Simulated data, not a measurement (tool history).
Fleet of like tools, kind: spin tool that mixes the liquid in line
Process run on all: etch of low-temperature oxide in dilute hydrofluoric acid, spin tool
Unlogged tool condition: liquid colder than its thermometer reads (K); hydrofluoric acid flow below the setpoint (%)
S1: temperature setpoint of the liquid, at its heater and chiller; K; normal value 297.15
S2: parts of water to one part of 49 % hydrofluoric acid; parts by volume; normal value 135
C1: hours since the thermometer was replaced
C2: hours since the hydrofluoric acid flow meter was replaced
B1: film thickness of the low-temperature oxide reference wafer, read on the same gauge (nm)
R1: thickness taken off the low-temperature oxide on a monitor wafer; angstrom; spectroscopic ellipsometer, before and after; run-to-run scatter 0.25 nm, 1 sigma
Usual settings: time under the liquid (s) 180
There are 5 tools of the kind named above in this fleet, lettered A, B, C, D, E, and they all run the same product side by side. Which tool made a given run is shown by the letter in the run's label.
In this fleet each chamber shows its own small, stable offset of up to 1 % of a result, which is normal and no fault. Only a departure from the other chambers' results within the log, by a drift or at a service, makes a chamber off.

{"run": "1B", "hour": 9.3, "S1": 297.15, "S2": 135, "time under the liquid (s)": 180, "C1": 376.5, "C2": 1326.9, "B1": 30.023, "R1": 363.47}
{"run": "2D", "hour": 22.4, "S1": 297.15, "S2": 135, "time under the liquid (s)": 180, "C1": 68.9, "C2": 313.8, "B1": 29.996, "R1": 370.92}
{"run": "3A", "hour": 31.8, "S1": 297.15, "S2": 135, "time under the liquid (s)": 180, "C1": 1749.2, "C2": 421.6, "B1": 29.996, "R1": 366.56}
{"run": "4E", "hour": 37.7, "S1": 297.15, "S2": 135, "time under the liquid (s)": 180, "C1": 1073.9, "C2": 1448.3, "B1": 29.997, "R1": 373.93}
{"run": "5C", "hour": 43.8, "S1": 297.15, "S2": 105, "time under the liquid (s)": 180, "C1": 757.0, "C2": 1021.0, "B1": 30.007, "R1": 487.98}
{"run": "6A", "hour": 56.8, "S1": 297.15, "S2": 105, "time under the liquid (s)": 180, "C1": 1774.2, "C2": 446.6, "B1": 30.008, "R1": 489.23}
{"run": "7B", "hour": 67.3, "S1": 297.15, "S2": 105, "time under the liquid (s)": 180, "C1": 434.5, "C2": 1384.9, "B1": 30.005, "R1": 488.55}
{"run": "8D", "hour": 74.0, "S1": 297.15, "S2": 105, "time under the liquid (s)": 180, "C1": 120.5, "C2": 365.4, "B1": 30.018, "R1": 493.23}
{"hour": 80.8, "done": "chamber A: hydrofluoric acid flow meter replaced"}
{"run": "9E", "hour": 85.6, "S1": 297.15, "S2": 105, "time under the liquid (s)": 180, "C1": 1121.8, "C2": 1496.2, "B1": 29.984, "R1": 496.18}
{"run": "10C", "hour": 96.7, "S1": 297.15, "S2": 135, "time under the liquid (s)": 180, "C1": 809.9, "C2": 1073.9, "B1": 30.019, "R1": 368.47}
{"run": "11B", "hour": 104.2, "S1": 297.15, "S2": 135, "time under the liquid (s)": 180, "C1": 471.4, "C2": 1421.8, "B1": 29.996, "R1": 368.78}
{"run": "12C", "hour": 111.2, "S1": 297.15, "S2": 190, "time under the liquid (s)": 90, "C1": 824.4, "C2": 1088.4, "B1": 30.0, "R1": 122.91}
{"run": "13D", "hour": 121.4, "S1": 297.15, "S2": 190, "time under the liquid (s)": 90, "C1": 167.9, "C2": 412.8, "B1": 29.995, "R1": 122.58}
{"run": "14E", "hour": 129.8, "S1": 297.15, "S2": 190, "time under the liquid (s)": 90, "C1": 1166.0, "C2": 1540.4, "B1": 29.991, "R1": 123.7}
{"run": "15A", "hour": 135.9, "S1": 297.15, "S2": 190, "time under the liquid (s)": 90, "C1": 1853.3, "C2": 55.2, "B1": 29.992, "R1": 122.73}
{"run": "16A", "hour": 148.8, "S1": 297.15, "S2": 190, "time under the liquid (s)": 90, "C1": 1866.2, "C2": 68.1, "B1": 29.989, "R1": 123.84}
{"run": "17E", "hour": 155.5, "S1": 297.15, "S2": 135, "time under the liquid (s)": 180, "C1": 1191.7, "C2": 1566.1, "B1": 29.996, "R1": 371.99}
{"hour": 160.8, "done": "chamber B: hydrofluoric acid flow meter replaced"}
{"run": "18D", "hour": 162.7, "S1": 297.15, "S2": 135, "time under the liquid (s)": 180, "C1": 209.2, "C2": 454.1, "B1": 29.996, "R1": 366.72}
{"run": "19C", "hour": 175.3, "S1": 297.15, "S2": 135, "time under the liquid (s)": 180, "C1": 888.5, "C2": 1152.5, "B1": 29.993, "R1": 367.74}
{"run": "20B", "hour": 185.0, "S1": 297.15, "S2": 135, "time under the liquid (s)": 180, "C1": 552.2, "C2": 24.3, "B1": 29.995, "R1": 369.66}
{"run": "21A", "hour": 195.5, "S1": 297.15, "S2": 135, "time under the liquid (s)": 180, "C1": 1912.9, "C2": 114.8, "B1": 29.997, "R1": 363.44}
{"hour": 197.5, "done": "chamber D: hydrofluoric acid flow meter replaced"}
{"run": "22C", "hour": 203.7, "S1": 297.15, "S2": 95, "time under the liquid (s)": 235, "C1": 916.9, "C2": 1180.9, "B1": 30.01, "R1": 709.91}
{"run": "23E", "hour": 215.5, "S1": 297.15, "S2": 95, "time under the liquid (s)": 235, "C1": 1251.7, "C2": 1626.1, "B1": 30.017, "R1": 715.21}
{"run": "24B", "hour": 228.5, "S1": 297.15, "S2": 95, "time under the liquid (s)": 235, "C1": 595.7, "C2": 67.8, "B1": 30.012, "R1": 719.16}
{"run": "25D", "hour": 241.0, "S1": 297.15, "S2": 95, "time under the liquid (s)": 235, "C1": 287.5, "C2": 43.6, "B1": 29.982, "R1": 724.1}
{"run": "26B", "hour": 253.1, "S1": 297.15, "S2": 95, "time under the liquid (s)": 235, "C1": 620.3, "C2": 92.4, "B1": 30.01, "R1": 713.57}
{"run": "27E", "hour": 259.6, "S1": 297.15, "S2": 135, "time under the liquid (s)": 180, "C1": 1295.8, "C2": 1670.2, "B1": 29.994, "R1": 370.4}
{"run": "28D", "hour": 269.6, "S1": 297.15, "S2": 135, "time under the liquid (s)": 180, "C1": 316.1, "C2": 72.2, "B1": 30.016, "R1": 367.15}
{"hour": 271.1, "done": "chamber C: hydrofluoric acid flow meter replaced"}
{"run": "29C", "hour": 281.9, "S1": 297.15, "S2": 190, "time under the liquid (s)": 180, "C1": 995.1, "C2": 10.9, "B1": 30.002, "R1": 249.96}
{"run": "30A", "hour": 292.6, "S1": 297.15, "S2": 190, "time under the liquid (s)": 180, "C1": 2010.0, "C2": 211.9, "B1": 30.0, "R1": 241.97}
{"run": "31C", "hour": 299.5, "S1": 297.15, "S2": 190, "time under the liquid (s)": 180, "C1": 1012.7, "C2": 28.5, "B1": 29.974, "R1": 246.98}
{"run": "32A", "hour": 312.0, "S1": 297.15, "S2": 190, "time under the liquid (s)": 180, "C1": 2029.4, "C2": 231.3, "B1": 29.987, "R1": 246.0}
{"run": "33D", "hour": 318.2, "S1": 297.15, "S2": 190, "time under the liquid (s)": 180, "C1": 364.7, "C2": 120.8, "B1": 30.005, "R1": 245.39}
{"run": "34B", "hour": 324.8, "S1": 297.15, "S2": 135, "time under the liquid (s)": 180, "C1": 692.0, "C2": 164.1, "B1": 30.008, "R1": 372.01}
{"run": "35E", "hour": 331.2, "S1": 297.15, "S2": 135, "time under the liquid (s)": 180, "C1": 1367.4, "C2": 1741.8, "B1": 29.998, "R1": 366.86}

For the next run the whole fleet of 5 chambers uses the same settings. Give each chamber's results:
{"run": "36A", "hour": 340.7, "S1": 297.15, "S2": 135, "time under the liquid (s)": 220, "R1": "?"}
{"run": "36B", "hour": 340.7, "S1": 297.15, "S2": 135, "time under the liquid (s)": 220, "R1": "?"}
{"run": "36C", "hour": 340.7, "S1": 297.15, "S2": 135, "time under the liquid (s)": 220, "R1": "?"}
{"run": "36D", "hour": 340.7, "S1": 297.15, "S2": 135, "time under the liquid (s)": 220, "R1": "?"}
{"run": "36E", "hour": 340.7, "S1": 297.15, "S2": 135, "time under the liquid (s)": 220, "R1": "?"}

run=36A R1=446.45
run=36B R1=444.03
run=36C R1=453.45
run=36D R1=452.19
run=36E R1=449.25

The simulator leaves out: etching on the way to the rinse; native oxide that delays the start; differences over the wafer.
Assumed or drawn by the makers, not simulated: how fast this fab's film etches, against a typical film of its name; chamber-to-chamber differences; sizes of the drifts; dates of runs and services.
